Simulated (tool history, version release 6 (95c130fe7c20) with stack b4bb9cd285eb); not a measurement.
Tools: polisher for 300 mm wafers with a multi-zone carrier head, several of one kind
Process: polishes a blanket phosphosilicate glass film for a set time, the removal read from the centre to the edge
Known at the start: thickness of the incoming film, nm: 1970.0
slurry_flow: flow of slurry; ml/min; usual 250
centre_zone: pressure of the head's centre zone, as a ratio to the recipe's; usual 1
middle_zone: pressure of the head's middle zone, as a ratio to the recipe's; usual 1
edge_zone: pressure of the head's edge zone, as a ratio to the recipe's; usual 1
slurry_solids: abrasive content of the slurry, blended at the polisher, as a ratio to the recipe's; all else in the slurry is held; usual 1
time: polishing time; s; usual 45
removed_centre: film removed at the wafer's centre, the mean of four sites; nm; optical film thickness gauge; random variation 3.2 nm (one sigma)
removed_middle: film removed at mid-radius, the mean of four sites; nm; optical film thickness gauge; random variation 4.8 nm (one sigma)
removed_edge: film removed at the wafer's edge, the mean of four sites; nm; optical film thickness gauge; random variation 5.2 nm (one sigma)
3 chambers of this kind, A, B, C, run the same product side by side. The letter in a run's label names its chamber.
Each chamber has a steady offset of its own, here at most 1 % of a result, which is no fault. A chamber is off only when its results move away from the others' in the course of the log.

| run | hour | slurry_flow | centre_zone | middle_zone | edge_zone | slurry_solids | time | wafers polished on this pad | hours since the slurry nozzle was cleaned | hours since the centre zone pressure was calibrated | hours since the edge zone pressure was calibrated | removed_centre | removed_middle | removed_edge |
|---|---|---|---|---|---|---|---|---|---|---|---|---|---|---|
| 1A | 5 | 250 | 1 | 1 | 1 | 1 | 45 | 213 | 214.4 | 1050.1 | 340.5 | 359.07 | 362.25 | 359.64 |
| 2B | 10.2 | 250 | 1 | 1 | 1 | 1 | 45 | 243 | 67.4 | 554.7 | 475.2 | 358.56 | 358.94 | 358.79 |
| 3C | 16.4 | 250 | 1 | 1 | 1 | 1 | 45 | 1108 | 418.5 | 96.3 | 566.7 | 354.77 | 354.19 | 366.31 |
| 4C | 21.8 | 250 | 1 | 1 | 1 | 1 | 45 | 1182 | 423.9 | 101.7 | 572.1 | 352.66 | 364.76 | 356.3 |
| 5B | 25.8 | 250 | 1 | 1 | 1 | 1 | 45 | 455 | 83 | 570.3 | 490.8 | 357.59 | 354.33 | 368.42 |
|  | 26.1 | chamber C: worn pad replaced by a new one |
|  | 32.7 | chamber A: worn pad replaced by a new one |
| 6A | 33.3 | 250 | 1 | 1 | 1 | 1 | 45 | 8 | 242.7 | 1078.4 | 368.8 | 360.42 | 364.9 | 362.9 |
| 7A | 42.5 | 250 | 1 | 1 | 1 | 1 | 45 | 133 | 251.9 | 1087.6 | 378 | 362.74 | 358.89 | 349.55 |
| 8B | 48.9 | 250 | 1 | 1 | 1 | 1 | 45 | 770 | 106.1 | 593.4 | 513.9 | 362.33 | 364.08 | 364.38 |
|  | 53.5 | chamber B: worn pad replaced by a new one |
| 9C | 55.3 | 170 | 1 | 1 | 1 | 1 | 45 | 398 | 457.4 | 135.2 | 605.6 | 340.94 | 334.37 | 351.08 |
| 10A | 62.6 | 170 | 1 | 1 | 1 | 1 | 45 | 407 | 272 | 1107.7 | 398.1 | 341.74 | 343.51 | 344.66 |
|  | 62.8 | chamber A: slurry nozzle cleaned |
| 11C | 67.2 | 170 | 1 | 1 | 1 | 1 | 45 | 560 | 469.3 | 147.1 | 617.5 | 337.51 | 336.8 | 344.6 |
|  | 69.7 | chamber A: worn pad replaced by a new one |
| 12B | 72.7 | 250 | 1 | 1 | 1 | 1 | 45 | 262 | 129.9 | 617.2 | 537.7 | 358.02 | 357.69 | 360.4 |
| 13B | 79.7 | 250 | 1 | 1 | 1 | 1 | 45 | 358 | 136.9 | 624.2 | 544.7 | 356.64 | 361.38 | 362.06 |
| 14A | 88.6 | 250 | 1 | 1 | 1 | 1 | 45 | 258 | 25.9 | 1133.7 | 424.1 | 367.2 | 362.78 | 364 |
| 15C | 96.2 | 250 | 1 | 1 | 1 | 1 | 45 | 955 | 498.3 | 176.1 | 646.5 | 358.21 | 360.4 | 366.03 |
|  | 98 | chamber C: worn pad replaced by a new one |
| 16C | 100.7 | 250 | 1 | 0.95 | 1 | 1 | 45 | 37 | 502.8 | 180.6 | 651 | 364.39 | 346.03 | 356.16 |
|  | 109 | chamber A: worn pad replaced by a new one |
| 17B | 109 | 250 | 1 | 0.95 | 1 | 1 | 45 | 757 | 166.2 | 653.5 | 574 | 354.49 | 344.47 | 369.21 |
|  | 113.7 | chamber B: edge zone pressure recalibrated |
|  | 113.8 | chamber B: worn pad replaced by a new one |
| 18A | 115.2 | 250 | 1 | 0.95 | 1 | 1 | 45 | 85 | 52.5 | 1160.3 | 450.7 | 362.06 | 354.84 | 354.73 |
| 19B | 119.5 | 250 | 1 | 1 | 1 | 1 | 45 | 78 | 176.7 | 664 | 5.9 | 361.44 | 353.04 | 365.64 |
|  | 123.6 | chamber A: centre zone pressure recalibrated |
| 20C | 124.2 | 250 | 1 | 1 | 1 | 1 | 45 | 357 | 526.3 | 204.1 | 674.5 | 357.42 | 357.86 | 360.31 |
| 21A | 131.4 | 250 | 1 | 1 | 1 | 1 | 45 | 306 | 68.7 | 7.8 | 466.9 | 326.44 | 368.28 | 363.36 |
| 22A | 137.3 | 250 | 1 | 1.1 | 1 | 1.2 | 45 | 386 | 74.6 | 13.7 | 472.8 | 351.8 | 419.77 | 386.14 |
| 23B | 143 | 250 | 1 | 1.1 | 1 | 1.2 | 45 | 399 | 200.2 | 687.5 | 29.4 | 392.41 | 416.75 | 389.76 |
|  | 145.6 | chamber A: worn pad replaced by a new one |
| 24C | 147.1 | 250 | 1 | 1.1 | 1 | 1.2 | 45 | 669 | 549.2 | 227 | 697.4 | 389.48 | 427.86 | 380.08 |
| 25B | 154.1 | 250 | 1 | 1 | 1 | 1 | 45 | 550 | 211.3 | 698.6 | 40.5 | 363.62 | 357.53 | 353.43 |
| 26A | 162.9 | 250 | 1 | 1 | 1 | 1 | 45 | 235 | 100.2 | 39.3 | 498.4 | 328.65 | 359.62 | 354.99 |
| 27C | 171.5 | 250 | 1 | 1 | 1 | 1 | 45 | 1002 | 573.6 | 251.4 | 721.8 | 362.12 | 350.97 | 357.32 |
|  | 173 | chamber B: worn pad replaced by a new one |
|  | 175 | chamber C: worn pad replaced by a new one |
| 28C | 178.9 | 250 | 1 | 1 | 1 | 1 | 45 | 54 | 581 | 258.8 | 729.2 | 358.33 | 365.29 | 355.53 |
| 29A | 183.9 | 250 | 1 | 1 | 1 | 1 | 45 | 522 | 121.2 | 60.3 | 519.4 | 333.96 | 360.61 | 357.83 |
|  | 184 | chamber A: worn pad replaced by a new one |
| 30B | 190.1 | 250 | 1 | 1 | 1 | 1 | 45 | 234 | 247.3 | 734.6 | 76.5 | 363.51 | 353.14 | 361.97 |
| 31B | 195.2 | 250 | 1 | 1 | 1 | 1 | 45 | 303 | 252.4 | 739.7 | 81.6 | 353.98 | 356.04 | 359.41 |
| 32A | 200.6 | 250 | 1 | 0.94 | 1 | 0.9 | 45 | 226 | 137.9 | 77 | 536.1 | 313.37 | 325.38 | 349.78 |
| 33C | 207.6 | 250 | 1 | 0.94 | 1 | 0.9 | 45 | 445 | 609.7 | 287.5 | 757.9 | 338.84 | 322.41 | 336.93 |
| 34C | 212 | 250 | 1 | 0.94 | 1 | 0.9 | 45 | 505 | 614.1 | 291.9 | 762.3 | 339.21 | 326.94 | 339.63 |

Is one chamber off against the others, does the gauge drift, or is nothing wrong? If a chamber is off, say which, and what the likeliest cause is.

A service left chamber A off against the others.
Cause: centre zone's pressure below its setpoint, % = 9.

Here are 4 candidates for chamber A's next run, each the usual settings with a change, their results left as question marks. Which one brings its results back in line with what the others give on the usual settings?
In line means no further than this from the other chambers' mean on the usual settings: removed_centre 11 nm; removed_middle 17 nm; removed_edge 18 nm
| 35A-1 | 218.8 | 255 | 1.12 | 0.95 | 0.97 | 1 | 46 |  |  |  |  | ? | ? | ? |
| 35A-2 | 218.8 | 245 | 0.89 | 1.05 | 1.02 | 1 | 44 |  |  |  |  | ? | ? | ? |
| 35A-3 | 218.8 | 255 | 1.07 | 0.97 | 0.99 | 1 | 45 |  |  |  |  | ? | ? | ? |
| 35A-4 | 218.8 | 245 | 0.93 | 1.03 | 1.01 | 1 | 45 |  |  |  |  | ? | ? | ? |

The other chambers' mean on the usual settings: removed_centre 358.6 nm; removed_middle 357.69 nm; removed_edge 360.54 nm
| run | removed_centre | removed_middle | removed_edge |
|---|---|---|---|
| 35A-1 | 382.59 | 354.82 | 366.26 |
| 35A-2 | 281.97 | 370.7 | 358.04 |
| 35A-3 | 355.94 | 353.86 | 362.08 |
| 35A-4 | 302.99 | 372.4 | 364.36 |
35A-3 brings the chamber back in line.

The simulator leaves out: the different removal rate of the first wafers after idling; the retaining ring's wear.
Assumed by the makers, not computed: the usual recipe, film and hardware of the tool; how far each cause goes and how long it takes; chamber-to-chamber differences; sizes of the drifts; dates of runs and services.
